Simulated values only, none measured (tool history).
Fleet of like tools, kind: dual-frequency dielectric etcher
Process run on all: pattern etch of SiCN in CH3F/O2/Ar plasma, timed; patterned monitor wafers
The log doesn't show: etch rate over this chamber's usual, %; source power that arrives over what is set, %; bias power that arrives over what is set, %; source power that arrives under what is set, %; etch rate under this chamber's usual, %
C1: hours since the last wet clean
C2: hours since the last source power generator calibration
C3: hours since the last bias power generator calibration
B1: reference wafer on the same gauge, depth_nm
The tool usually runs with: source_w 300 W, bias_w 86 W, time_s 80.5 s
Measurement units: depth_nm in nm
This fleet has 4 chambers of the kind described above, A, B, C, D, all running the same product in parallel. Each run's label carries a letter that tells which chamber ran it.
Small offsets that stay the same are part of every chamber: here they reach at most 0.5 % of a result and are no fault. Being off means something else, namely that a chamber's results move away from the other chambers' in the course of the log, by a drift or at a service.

run 1C hour=4.4 | source_w=300 bias_w=86 time_s=80.5 | C1=507.8 C2=1383.5 C3=1487.3 | B1=24.204 | depth_nm=28.903
run 2B hour=9.6 | source_w=300 bias_w=86 time_s=80.5 | C1=46.3 C2=1810.9 C3=392.9 | B1=24.171 | depth_nm=29.046
run 3A hour=15.7 | source_w=300 bias_w=86 time_s=80.5 | C1=19.6 C2=767.6 C3=2836.2 | B1=24.182 | depth_nm=28.934
run 4D hour=22.7 | source_w=300 bias_w=86 time_s=80.5 | C1=341.9 C2=560.1 C3=2945.6 | B1=24.220 | depth_nm=28.883
run 5D hour=27.1 | source_w=300 bias_w=86 time_s=80.5 | C1=346.3 C2=564.5 C3=2950.0 | B1=24.214 | depth_nm=29.182
run 6C hour=33.5 | source_w=300 bias_w=86 time_s=80.5 | C1=536.9 C2=1412.6 C3=1516.4 | B1=24.209 | depth_nm=28.898
run 7B hour=37.3 | source_w=300 bias_w=86 time_s=80.5 | C1=74.0 C2=1838.6 C3=420.6 | B1=24.211 | depth_nm=28.762
run 8A hour=42.2 | source_w=260 bias_w=86 time_s=72.5 | C1=46.1 C2=794.1 C3=2862.7 | B1=24.194 | depth_nm=24.847
run 9B hour=45.6 | source_w=260 bias_w=86 time_s=72.5 | C1=82.3 C2=1846.9 C3=428.9 | B1=24.220 | depth_nm=24.793
run 10C hour=50.3 | source_w=260 bias_w=86 time_s=72.5 | C1=553.7 C2=1429.4 C3=1533.2 | B1=24.206 | depth_nm=24.525
run 11D hour=57.3 | source_w=260 bias_w=86 time_s=72.5 | C1=376.5 C2=594.7 C3=2980.2 | B1=24.233 | depth_nm=24.606
run 12A hour=62.8 | source_w=300 bias_w=86 time_s=80.5 | C1=66.7 C2=814.7 C3=2883.3 | B1=24.219 | depth_nm=29.052
run 13C hour=70.1 | source_w=370 bias_w=94 time_s=80.5 | C1=573.5 C2=1449.2 C3=1553.0 | B1=24.178 | depth_nm=32.355
-- hour=70.4 chamber C: bias power generator calibrated
run 14D hour=73.7 | source_w=370 bias_w=94 time_s=80.5 | C1=392.9 C2=611.1 C3=2996.6 | B1=24.198 | depth_nm=32.117
run 15B hour=80.2 | source_w=370 bias_w=94 time_s=80.5 | C1=116.9 C2=1881.5 C3=463.5 | B1=24.195 | depth_nm=32.044
run 16A hour=85.9 | source_w=370 bias_w=94 time_s=80.5 | C1=89.8 C2=837.8 C3=2906.4 | B1=24.189 | depth_nm=32.565
-- hour=86.7 chamber C: wet clean of the chamber
run 17A hour=89.3 | source_w=260 bias_w=86 time_s=80.5 | C1=93.2 C2=841.2 C3=2909.8 | B1=24.189 | depth_nm=27.623
run 18B hour=96.7 | source_w=260 bias_w=86 time_s=80.5 | C1=133.4 C2=1898.0 C3=480.0 | B1=24.191 | depth_nm=27.327
run 19D hour=101.7 | source_w=260 bias_w=86 time_s=80.5 | C1=420.9 C2=639.1 C3=3024.6 | B1=24.192 | depth_nm=27.009
run 20C hour=106.2 | source_w=260 bias_w=86 time_s=80.5 | C1=19.5 C2=1485.3 C3=35.8 | B1=24.213 | depth_nm=27.473
run 21D hour=111.0 | source_w=300 bias_w=86 time_s=80.5 | C1=430.2 C2=648.4 C3=3033.9 | B1=24.190 | depth_nm=28.126
run 22B hour=117.5 | source_w=300 bias_w=86 time_s=80.5 | C1=154.2 C2=1918.8 C3=500.8 | B1=24.185 | depth_nm=28.901
run 23A hour=123.5 | source_w=300 bias_w=86 time_s=80.5 | C1=127.4 C2=875.4 C3=2944.0 | B1=24.207 | depth_nm=29.040
run 24C hour=127.0 | source_w=300 bias_w=86 time_s=80.5 | C1=40.3 C2=1506.1 C3=56.6 | B1=24.201 | depth_nm=28.884

What goes on in this fleet: one chamber off, a drifting gauge, or nothing beyond the chambers' own small offsets? Name the chamber and the cause, if any.

It is chamber D that slowly wanders off from its peers.
Likeliest cause: etch rate under this chamber's usual, % = 3.4.

Which of the 4 candidates below, each the usual settings with something changed and its results left as question marks, puts chamber D back in line with what the other chambers give on the usual settings?
In-line tolerance around the mean of the other chambers on the usual settings: depth_nm 0.360 nm
run 25D-1 hour=132.4 | source_w=310 bias_w=86 time_s=85.0 | depth_nm=?
run 25D-2 hour=132.4 | source_w=300 bias_w=87 time_s=82.5 | depth_nm=?
run 25D-3 hour=132.4 | source_w=300 bias_w=85 time_s=78.5 | depth_nm=?
run 25D-4 hour=132.4 | source_w=300 bias_w=85 time_s=76.0 | depth_nm=?

Other chambers, usual settings, mean: depth_nm 28.921 nm
run=25D-1 depth_nm=29.995
run=25D-2 depth_nm=28.882
run=25D-3 depth_nm=27.243
run=25D-4 depth_nm=26.375
25D-2 puts the chamber back in line with the other chambers.
